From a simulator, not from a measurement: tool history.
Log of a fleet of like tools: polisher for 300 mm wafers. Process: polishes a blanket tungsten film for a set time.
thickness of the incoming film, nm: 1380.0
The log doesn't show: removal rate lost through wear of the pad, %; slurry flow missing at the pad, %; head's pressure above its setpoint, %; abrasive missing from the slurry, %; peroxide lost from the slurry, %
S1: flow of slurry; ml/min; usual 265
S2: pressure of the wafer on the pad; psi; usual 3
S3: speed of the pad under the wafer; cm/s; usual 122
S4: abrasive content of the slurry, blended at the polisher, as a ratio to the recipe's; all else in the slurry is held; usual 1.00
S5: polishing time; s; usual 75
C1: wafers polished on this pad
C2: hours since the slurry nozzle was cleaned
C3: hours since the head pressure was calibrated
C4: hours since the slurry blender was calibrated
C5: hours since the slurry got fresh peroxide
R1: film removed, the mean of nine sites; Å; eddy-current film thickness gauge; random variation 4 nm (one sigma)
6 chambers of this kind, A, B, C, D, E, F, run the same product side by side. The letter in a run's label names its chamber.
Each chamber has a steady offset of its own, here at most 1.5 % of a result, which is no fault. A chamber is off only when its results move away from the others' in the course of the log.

run	hour	S1	S2	S3	S4	S5	C1	C2	C3	C4	C5	R1
# hour 5.8: chamber A: worn pad replaced by a new one
1E	7.3	265	3	122	1.00	75	553	411.8	344.3	68.4	15.9	4051.2
# hour 13.5: chamber E: worn pad replaced by a new one
2F	15.3	265	3	122	1.00	75	193	707.8	672.5	462.0	54.1	4118.4
# hour 15.4: chamber D: slurry blender recalibrated
# hour 17.1: chamber A: slurry blender recalibrated
# hour 18.7: chamber D: slurry tank refilled with fresh slurry and peroxide
# hour 20.3: chamber F: slurry tank refilled with fresh slurry and peroxide
# hour 22.2: chamber A: slurry tank refilled with fresh slurry and peroxide
3B	22.3	265	3	122	1.00	75	1161	287.1	845.4	152.5	47.8	4105.2
# hour 22.4: chamber F: slurry nozzle cleaned
4A	33.5	265	3	122	1.00	75	193	129.4	308.0	16.5	11.4	4131.2
5C	45.6	265	3	122	1.00	75	493	389.0	1264.8	126.5	53.2	4011.7
# hour 52.4: chamber B: slurry tank refilled with fresh slurry and peroxide
# hour 54.4: chamber C: slurry tank refilled with fresh slurry and peroxide
# hour 55.0: chamber B: worn pad replaced by a new one
# hour 58.1: chamber F: slurry blender recalibrated
6D	58.4	265	3	122	1.00	75	472	513.6	197.8	43.1	39.8	4161.8
# hour 63.0: chamber F: worn pad replaced by a new one
# hour 63.9: chamber C: worn pad replaced by a new one
7F	64.3	265	3	122	1.00	75	9	42.0	721.5	6.2	44.0	4099.4
8C	72.5	265	3	122	1.00	75	59	415.9	1291.7	153.4	18.1	4038.9
# hour 75.7: chamber D: worn pad replaced by a new one
9E	84.9	265	3	122	1.00	75	496	489.4	421.9	146.0	93.5	4012.4
# hour 90.2: chamber B: head pressure recalibrated
# hour 92.6: chamber E: worn pad replaced by a new one
10D	94.1	265	3	122	1.00	75	128	549.3	233.5	78.8	75.5	4082.2
# hour 95.1: chamber F: slurry tank refilled with fresh slurry and peroxide
11B	100.9	265	3	122	1.00	75	318	365.7	10.8	231.1	48.6	4165.0
12A	107.6	265	3	122	1.00	75	707	203.5	382.1	90.6	85.5	4103.0
13C	113.9	265	3	162	0.75	75	347	457.3	1333.1	194.8	59.5	5061.8
# hour 116.1: chamber C: slurry tank refilled with fresh slurry and peroxide
# hour 118.9: chamber E: slurry blender recalibrated
14E	122.4	265	3	162	0.75	75	207	526.9	459.4	3.6	131.0	5005.1
# hour 126.0: chamber C: slurry nozzle cleaned
15D	128.6	265	3	162	0.75	75	368	583.8	268.0	113.3	110.0	5072.0
# hour 129.3: chamber B: slurry tank refilled with fresh slurry and peroxide
# hour 130.6: chamber A: slurry tank refilled with fresh slurry and peroxide
# hour 137.5: chamber D: slurry tank refilled with fresh slurry and peroxide
# hour 138.8: chamber C: worn pad replaced by a new one
16A	141.0	265	3	162	0.75	75	939	236.9	415.5	124.0	10.4	5063.8
# hour 147.2: chamber D: worn pad replaced by a new one
17B	147.7	265	3	162	0.75	75	644	412.5	57.6	277.9	18.5	5067.0
# hour 149.9: chamber E: slurry tank refilled with fresh slurry and peroxide
18F	153.5	265	3	162	0.75	75	629	131.2	810.7	95.4	58.5	5206.8
# hour 153.7: chamber F: worn pad replaced by a new one
# hour 157.9: chamber A: worn pad replaced by a new one
19E	163.4	265	3	122	1.00	75	492	567.9	500.4	44.6	13.5	4086.0
# hour 167.1: chamber F: slurry tank refilled with fresh slurry and peroxide
# hour 174.3: chamber C: slurry tank refilled with fresh slurry and peroxide
20F	176.5	265	3	122	1.00	75	158	154.2	833.7	118.4	9.4	4244.1
# hour 177.1: chamber A: slurry blender recalibrated
# hour 182.7: chamber E: worn pad replaced by a new one
21B	187.4	265	3	122	1.00	75	919	452.2	97.3	317.6	58.2	4175.8
22A	196.3	265	3	122	1.00	75	266	292.2	470.8	19.3	65.7	4066.3
# hour 201.8: chamber B: slurry tank refilled with fresh slurry and peroxide
23C	208.4	265	3	122	0.70	87	483	82.5	1427.6	289.3	34.2	4319.8
24D	217.0	265	3	122	0.70	87	485	672.2	356.4	201.7	79.5	4377.9
# hour 226.1: chamber F: worn pad replaced by a new one
# hour 226.2: chamber D: worn pad replaced by a new one
# hour 227.1: chamber F: slurry tank refilled with fresh slurry and peroxide
25D	227.5	265	3	122	0.70	87	9	682.7	366.9	212.2	90.0	4344.6
# hour 229.8: chamber C: worn pad replaced by a new one
26B	236.1	265	3	122	0.70	87	1258	500.9	146.0	366.3	34.4	4337.2
# hour 238.6: chamber C: head pressure recalibrated
27C	245.1	265	3	122	0.70	87	106	119.2	6.6	326.0	70.9	4339.2
# hour 245.2: chamber B: worn pad replaced by a new one
# hour 246.5: chamber C: slurry tank refilled with fresh slurry and peroxide
# hour 248.9: chamber E: head pressure recalibrated
# hour 251.7: chamber A: slurry tank refilled with fresh slurry and peroxide
28F	252.5	265	3	122	0.70	87	183	230.2	909.7	194.4	25.4	4604.3
# hour 254.3: chamber D: slurry tank refilled with fresh slurry and peroxide
# hour 257.4: chamber C: slurry blender recalibrated
# hour 259.6: chamber B: slurry nozzle cleaned
29E	262.6	265	3	122	1.00	87	555	667.1	13.8	143.8	112.7	4722.1
30A	273.9	265	3	122	1.00	87	805	369.8	548.4	96.9	22.2	4747.8
# hour 275.8: chamber E: slurry blender recalibrated
# hour 277.1: chamber E: worn pad replaced by a new one
# hour 279.2: chamber B: slurry tank refilled with fresh slurry and peroxide
31B	280.0	265	3	122	1.00	87	241	20.4	189.9	410.2	0.8	4810.6
# hour 285.9: chamber D: slurry blender recalibrated
32D	293.0	265	3	122	1.00	87	464	748.2	432.4	7.2	38.8	4744.4
# hour 301.9: chamber F: slurry tank refilled with fresh slurry and peroxide
# hour 302.8: chamber E: slurry tank refilled with fresh slurry and peroxide
# hour 304.7: chamber A: worn pad replaced by a new one
33C	305.5	265	3	122	1.00	87	526	179.6	67.0	48.2	59.0	4695.3
# hour 307.0: chamber A: head pressure recalibrated
# hour 307.4: chamber A: slurry nozzle cleaned
# hour 316.4: chamber F: worn pad replaced by a new one
34F	318.4	265	3	122	1.00	87	14	296.1	975.6	260.3	16.5	5200.8
35E	325.5	265	3	122	1.00	75	336	730.0	76.7	49.7	22.7	4080.6
36A	338.4	265	3	122	1.00	75	234	31.0	31.5	161.4	86.7	4101.5

All 6 chambers run these settings next. Forecast each chamber's results:
37A	348.1	265	3	122	1.00	54						?
37B	348.1	265	3	122	1.00	54						?
37C	348.1	265	3	122	1.00	54						?
37D	348.1	265	3	122	1.00	54						?
37E	348.1	265	3	122	1.00	54						?
37F	348.1	265	3	122	1.00	54						?

run	R1
37A	2941.9
37B	2959.5
37C	2960.4
37D	2943.1
37E	2952.9
37F	3238.0

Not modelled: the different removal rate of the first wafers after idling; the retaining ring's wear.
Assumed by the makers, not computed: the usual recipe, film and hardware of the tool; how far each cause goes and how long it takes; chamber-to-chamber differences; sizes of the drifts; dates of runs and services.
